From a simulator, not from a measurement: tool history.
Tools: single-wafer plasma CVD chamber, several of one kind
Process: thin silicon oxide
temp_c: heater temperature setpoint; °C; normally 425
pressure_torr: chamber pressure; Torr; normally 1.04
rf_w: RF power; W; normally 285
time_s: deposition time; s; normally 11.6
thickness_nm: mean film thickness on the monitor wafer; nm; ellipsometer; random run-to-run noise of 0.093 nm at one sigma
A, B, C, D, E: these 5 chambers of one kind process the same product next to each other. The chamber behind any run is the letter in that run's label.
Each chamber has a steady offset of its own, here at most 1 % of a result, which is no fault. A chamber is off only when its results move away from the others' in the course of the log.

| run | day | temp_c | pressure_torr | rf_w | time_s | read-back reference wafer on the same gauge, thickness_nm | thickness_nm |
|---|---|---|---|---|---|---|---|
|  | 0.246 | chamber A: capacitance manometer re-zeroed and calibrated |
| 1C | 0.296 | 425 | 1.04 | 285 | 11.6 | 23.586 | 25.202 |
| 2A | 0.667 | 425 | 1.04 | 285 | 11.6 | 23.608 | 25.336 |
| 3B | 0.962 | 425 | 1.04 | 285 | 11.6 | 23.620 | 25.560 |
| 4D | 1.204 | 425 | 1.04 | 285 | 11.6 | 23.602 | 25.352 |
| 5E | 1.517 | 425 | 1.04 | 285 | 11.6 | 23.580 | 25.200 |
| 6C | 1.842 | 425 | 1.04 | 285 | 11.6 | 23.601 | 25.187 |
| 7E | 2.325 | 425 | 1.04 | 285 | 11.6 | 23.585 | 25.209 |
| 8D | 2.642 | 425 | 1.04 | 285 | 11.6 | 23.598 | 25.369 |
| 9B | 3.008 | 425 | 1.04 | 285 | 11.6 | 23.612 | 25.381 |
| 10A | 3.458 | 425 | 1.04 | 305 | 10.5 | 23.601 | 23.700 |
| 11D | 3.954 | 425 | 1.04 | 305 | 10.5 | 23.620 | 23.829 |
| 12B | 4.183 | 425 | 1.04 | 305 | 10.5 | 23.593 | 23.664 |
| 13A | 4.479 | 425 | 1.04 | 305 | 10.5 | 23.602 | 23.635 |
| 14C | 4.950 | 425 | 1.04 | 305 | 10.5 | 23.604 | 23.467 |
|  | 5.262 | chamber A: RF generator calibrated |
| 15E | 5.342 | 425 | 1.04 | 285 | 11.6 | 23.595 | 25.074 |
| 16E | 5.675 | 425 | 1.04 | 285 | 11.6 | 23.610 | 25.213 |
| 17C | 6.033 | 432 | 0.87 | 285 | 11.6 | 23.623 | 21.762 |
|  | 6.121 | chamber E: capacitance manometer re-zeroed and calibrated |
| 18A | 6.538 | 432 | 0.87 | 285 | 11.6 | 23.591 | 22.005 |
| 19B | 6.875 | 432 | 0.87 | 285 | 11.6 | 23.592 | 22.101 |
| 20D | 7.117 | 432 | 0.87 | 285 | 11.6 | 23.590 | 22.174 |
| 21C | 7.488 | 432 | 0.87 | 285 | 11.6 | 23.590 | 21.663 |
| 22E | 7.846 | 425 | 1.04 | 285 | 11.6 | 23.610 | 26.322 |
| 23B | 8.225 | 425 | 1.04 | 285 | 11.6 | 23.605 | 25.464 |
| 24A | 8.542 | 425 | 1.04 | 285 | 11.6 | 23.600 | 25.458 |
| 25D | 8.821 | 425 | 1.04 | 285 | 11.6 | 23.600 | 25.389 |
| 26C | 9.317 | 425 | 1.04 | 285 | 11.6 | 23.588 | 25.144 |
| 27B | 9.692 | 425 | 1.04 | 285 | 11.6 | 23.575 | 25.406 |
| 28D | 10.158 | 425 | 1.04 | 285 | 11.6 | 23.585 | 25.378 |
| 29A | 10.404 | 425 | 1.04 | 285 | 11.6 | 23.610 | 25.445 |
| 30E | 10.729 | 425 | 1.04 | 285 | 11.6 | 23.624 | 26.380 |
| 31E | 11.050 | 425 | 1.04 | 285 | 11.6 | 23.607 | 26.249 |
| 32C | 11.538 | 425 | 1.04 | 285 | 11.6 | 23.614 | 25.276 |
| 33D | 11.758 | 425 | 1.04 | 285 | 11.6 | 23.608 | 25.572 |
| 34A | 12.017 | 425 | 1.04 | 285 | 11.6 | 23.573 | 25.342 |

Is one chamber off against the others, does the gauge drift, or is nothing wrong? If a chamber is off, say which, and what the likeliest cause is.

A service on chamber E put it out of line with the rest.
What lies behind it: true pressure above the setpoint (%) = 6.88.

Which of the 4 candidates below, each the usual settings with something changed and its results left as question marks, puts chamber E back in line with what the other chambers give on the usual settings?
A result is in line if it is within this distance of the other chambers' mean on the usual settings: thickness_nm 0.330 nm
| 35E-1 | 12.383 | 425 | 1.05 | 285 | 11.7 |  | ? |
| 35E-2 | 12.383 | 425 | 1.04 | 280 | 11.3 |  | ? |
| 35E-3 | 12.383 | 425 | 1.03 | 285 | 11.5 |  | ? |
| 35E-4 | 12.383 | 425 | 1.04 | 310 | 11.6 |  | ? |

On the usual settings, the other chambers give on average: thickness_nm 25.382 nm
| run | thickness_nm |
|---|---|
| 35E-1 | 26.600 |
| 35E-2 | 25.344 |
| 35E-3 | 25.817 |
| 35E-4 | 27.129 |
With 35E-2, the chamber falls back in line with the rest.
